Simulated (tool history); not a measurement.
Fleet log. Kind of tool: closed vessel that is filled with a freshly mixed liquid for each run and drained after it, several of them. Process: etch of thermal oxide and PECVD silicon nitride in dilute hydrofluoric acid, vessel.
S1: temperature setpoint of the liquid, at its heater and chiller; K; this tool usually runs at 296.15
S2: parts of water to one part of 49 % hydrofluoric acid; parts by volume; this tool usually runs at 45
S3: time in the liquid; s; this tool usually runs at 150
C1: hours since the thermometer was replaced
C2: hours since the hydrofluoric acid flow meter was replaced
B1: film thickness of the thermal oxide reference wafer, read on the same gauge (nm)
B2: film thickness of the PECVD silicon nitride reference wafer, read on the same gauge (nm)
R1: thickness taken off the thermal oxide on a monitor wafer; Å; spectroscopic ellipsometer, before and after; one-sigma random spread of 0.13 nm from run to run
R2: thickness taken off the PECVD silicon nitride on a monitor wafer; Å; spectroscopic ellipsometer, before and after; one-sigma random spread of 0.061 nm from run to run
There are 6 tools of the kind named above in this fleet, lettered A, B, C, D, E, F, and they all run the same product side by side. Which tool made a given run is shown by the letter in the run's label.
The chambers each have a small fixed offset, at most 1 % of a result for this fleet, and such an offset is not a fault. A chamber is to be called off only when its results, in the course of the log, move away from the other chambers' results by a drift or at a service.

Run 1D, hour 6.0: usual settings; C1 1163.6; C2 271.0; B1 100.050; B2 130.05. Result: R1 162.170 Å, R2 127.640 Å.
Run 2A, hour 13.0: usual settings; C1 1826.5; C2 541.1; B1 99.974; B2 130.01. Result: R1 160.020 Å, R2 127.920 Å.
Run 3F, hour 16.8: usual settings; C1 1494.8; C2 1177.3; B1 99.972; B2 130.02. Result: R1 162.250 Å, R2 126.830 Å.
Run 4C, hour 22.0: usual settings; C1 852.2; C2 53.6; B1 100.000; B2 129.95. Result: R1 161.820 Å, R2 129.010 Å.
At hour 27.2: chamber C: thermometer replaced.
Run 5B, hour 28.5: usual settings; C1 238.2; C2 311.9; B1 99.995; B2 130.00. Result: R1 159.430 Å, R2 128.140 Å.
Run 6E, hour 33.4: usual settings; C1 1882.5; C2 476.3; B1 100.010; B2 130.00. Result: R1 160.410 Å, R2 128.400 Å.
Run 7F, hour 37.8: usual settings but S1 294.15 K, S3 110 s; C1 1515.8; C2 1198.3; B1 100.010; B2 130.05. Result: R1 108.270 Å, R2 81.036 Å.
Run 8D, hour 42.0: usual settings but S1 294.15 K, S3 110 s; C1 1199.6; C2 307.0; B1 99.965; B2 130.00. Result: R1 108.740 Å, R2 80.862 Å.
Run 9A, hour 47.9: usual settings but S1 294.15 K, S3 110 s; C1 1861.4; C2 576.0; B1 100.010; B2 129.99. Result: R1 107.380 Å, R2 82.194 Å.
Run 10B, hour 51.3: usual settings but S1 294.15 K, S3 110 s; C1 261.0; C2 334.7; B1 99.972; B2 129.97. Result: R1 108.060 Å, R2 81.677 Å.
Run 11E, hour 56.5: usual settings but S1 294.15 K, S3 110 s; C1 1905.6; C2 499.4; B1 99.996; B2 129.98. Result: R1 107.910 Å, R2 81.618 Å.
Run 12C, hour 60.5: usual settings but S1 294.15 K, S3 110 s; C1 33.4; C2 92.1; B1 100.070; B2 130.01. Result: R1 108.250 Å, R2 80.984 Å.
Run 13E, hour 65.5: usual settings but S1 299.15 K; C1 1914.6; C2 508.4; B1 100.000; B2 130.01. Result: R1 184.520 Å, R2 158.070 Å.
Run 14C, hour 72.2: usual settings but S1 299.15 K; C1 45.1; C2 103.8; B1 99.964; B2 130.01. Result: R1 180.670 Å, R2 156.490 Å.
Run 15D, hour 78.8: usual settings but S1 299.15 K; C1 1236.4; C2 343.8; B1 100.010; B2 130.00. Result: R1 185.920 Å, R2 158.230 Å.
Run 16B, hour 84.6: usual settings but S1 299.15 K; C1 294.3; C2 368.0; B1 100.010; B2 129.98. Result: R1 183.480 Å, R2 156.790 Å.
Run 17F, hour 88.1: usual settings but S1 299.15 K; C1 1566.1; C2 1248.6; B1 99.940; B2 130.00. Result: R1 180.760 Å, R2 154.870 Å.
Run 18A, hour 92.5: usual settings but S1 299.15 K; C1 1906.0; C2 620.6; B1 100.010; B2 129.98. Result: R1 180.560 Å, R2 157.320 Å.
Run 19F, hour 99.6: usual settings but S2 30 parts by volume, S3 185 s; C1 1577.6; C2 1260.1; B1 100.010; B2 129.93. Result: R1 304.880 Å, R2 232.030 Å.
Run 20C, hour 106.8: usual settings but S2 30 parts by volume, S3 185 s; C1 79.7; C2 138.4; B1 99.981; B2 130.02. Result: R1 305.580 Å, R2 231.150 Å.
Run 21A, hour 111.6: usual settings but S2 30 parts by volume, S3 185 s; C1 1925.1; C2 639.7; B1 100.030; B2 130.02. Result: R1 304.860 Å, R2 236.550 Å.
Run 22B, hour 116.6: usual settings but S2 30 parts by volume, S3 185 s; C1 326.3; C2 400.0; B1 100.030; B2 130.00. Result: R1 305.720 Å, R2 235.900 Å.
Run 23E, hour 122.3: usual settings but S2 30 parts by volume, S3 185 s; C1 1971.4; C2 565.2; B1 100.000; B2 130.02. Result: R1 307.730 Å, R2 234.670 Å.
Run 24D, hour 127.9: usual settings but S2 30 parts by volume, S3 185 s; C1 1285.5; C2 392.9; B1 100.040; B2 129.99. Result: R1 318.790 Å, R2 242.720 Å.
Run 25A, hour 133.1: usual settings; C1 1946.6; C2 661.2; B1 100.000; B2 130.02. Result: R1 159.960 Å, R2 128.260 Å.
At hour 137.6: chamber F: thermometer replaced.
Run 26B, hour 139.4: usual settings; C1 349.1; C2 422.8; B1 99.984; B2 130.02. Result: R1 159.770 Å, R2 127.600 Å.
Run 27F, hour 146.6: usual settings; C1 9.0; C2 1307.1; B1 100.030; B2 130.06. Result: R1 160.080 Å, R2 127.690 Å.
Run 28C, hour 153.8: usual settings; C1 126.7; C2 185.4; B1 100.020; B2 129.97. Result: R1 159.250 Å, R2 128.590 Å.
Run 29E, hour 160.1: usual settings; C1 2009.2; C2 603.0; B1 100.000; B2 129.98. Result: R1 161.430 Å, R2 128.270 Å.
Run 30D, hour 164.3: usual settings; C1 1321.9; C2 429.3; B1 100.080; B2 129.97. Result: R1 168.910 Å, R2 132.500 Å.
At hour 168.6: chamber F: hydrofluoric acid flow meter replaced.
Run 31F, hour 170.6: usual settings; C1 33.0; C2 2.0; B1 99.986; B2 129.98. Result: R1 160.220 Å, R2 126.710 Å.
Run 32E, hour 176.6: usual settings but S3 195 s; C1 2025.7; C2 619.5; B1 100.010; B2 130.03. Result: R1 210.090 Å, R2 168.570 Å.
Run 33B, hour 182.8: usual settings but S3 195 s; C1 392.5; C2 466.2; B1 99.976; B2 129.97. Result: R1 206.450 Å, R2 166.500 Å.
Run 34D, hour 187.0: usual settings but S3 195 s; C1 1344.6; C2 452.0; B1 100.000; B2 130.03. Result: R1 220.530 Å, R2 175.950 Å.
Run 35C, hour 193.8: usual settings but S3 195 s; C1 166.7; C2 225.4; B1 99.989; B2 129.98. Result: R1 208.370 Å, R2 166.540 Å.
Run 36A, hour 197.4: usual settings but S3 195 s; C1 2010.9; C2 725.5; B1 100.040; B2 130.01. Result: R1 205.130 Å, R2 167.210 Å.
Run 37B, hour 204.4: usual settings but S3 195 s; C1 414.1; C2 487.8; B1 100.010; B2 129.99. Result: R1 209.270 Å, R2 166.720 Å.
Run 38A, hour 211.9: usual settings but S1 300.15 K; C1 2025.4; C2 740.0; B1 99.999; B2 130.01. Result: R1 189.420 Å, R2 167.920 Å.
Run 39C, hour 219.2: usual settings but S1 300.15 K; C1 192.1; C2 250.8; B1 99.999; B2 130.00. Result: R1 190.940 Å, R2 167.490 Å.
Run 40D, hour 224.3: usual settings but S1 300.15 K; C1 1381.9; C2 489.3; B1 100.010; B2 130.00. Result: R1 202.300 Å, R2 178.080 Å.

Each of the 6 chambers runs these same settings next. Fill in every chamber's results:
Run 41A, hour 229.7: usual settings but S3 80 s. Result: R1 ?, R2 ?.
Run 41B, hour 229.7: usual settings but S3 80 s. Result: R1 ?, R2 ?.
Run 41C, hour 229.7: usual settings but S3 80 s. Result: R1 ?, R2 ?.
Run 41D, hour 229.7: usual settings but S3 80 s. Result: R1 ?, R2 ?.
Run 41E, hour 229.7: usual settings but S3 80 s. Result: R1 ?, R2 ?.
Run 41F, hour 229.7: usual settings but S3 80 s. Result: R1 ?, R2 ?.

run      R1      R2
41A  85.757  68.273
41B  85.810  68.466
41C  86.126  68.696
41D  92.471  71.940
41E  86.494  68.385
41F  86.001  67.882

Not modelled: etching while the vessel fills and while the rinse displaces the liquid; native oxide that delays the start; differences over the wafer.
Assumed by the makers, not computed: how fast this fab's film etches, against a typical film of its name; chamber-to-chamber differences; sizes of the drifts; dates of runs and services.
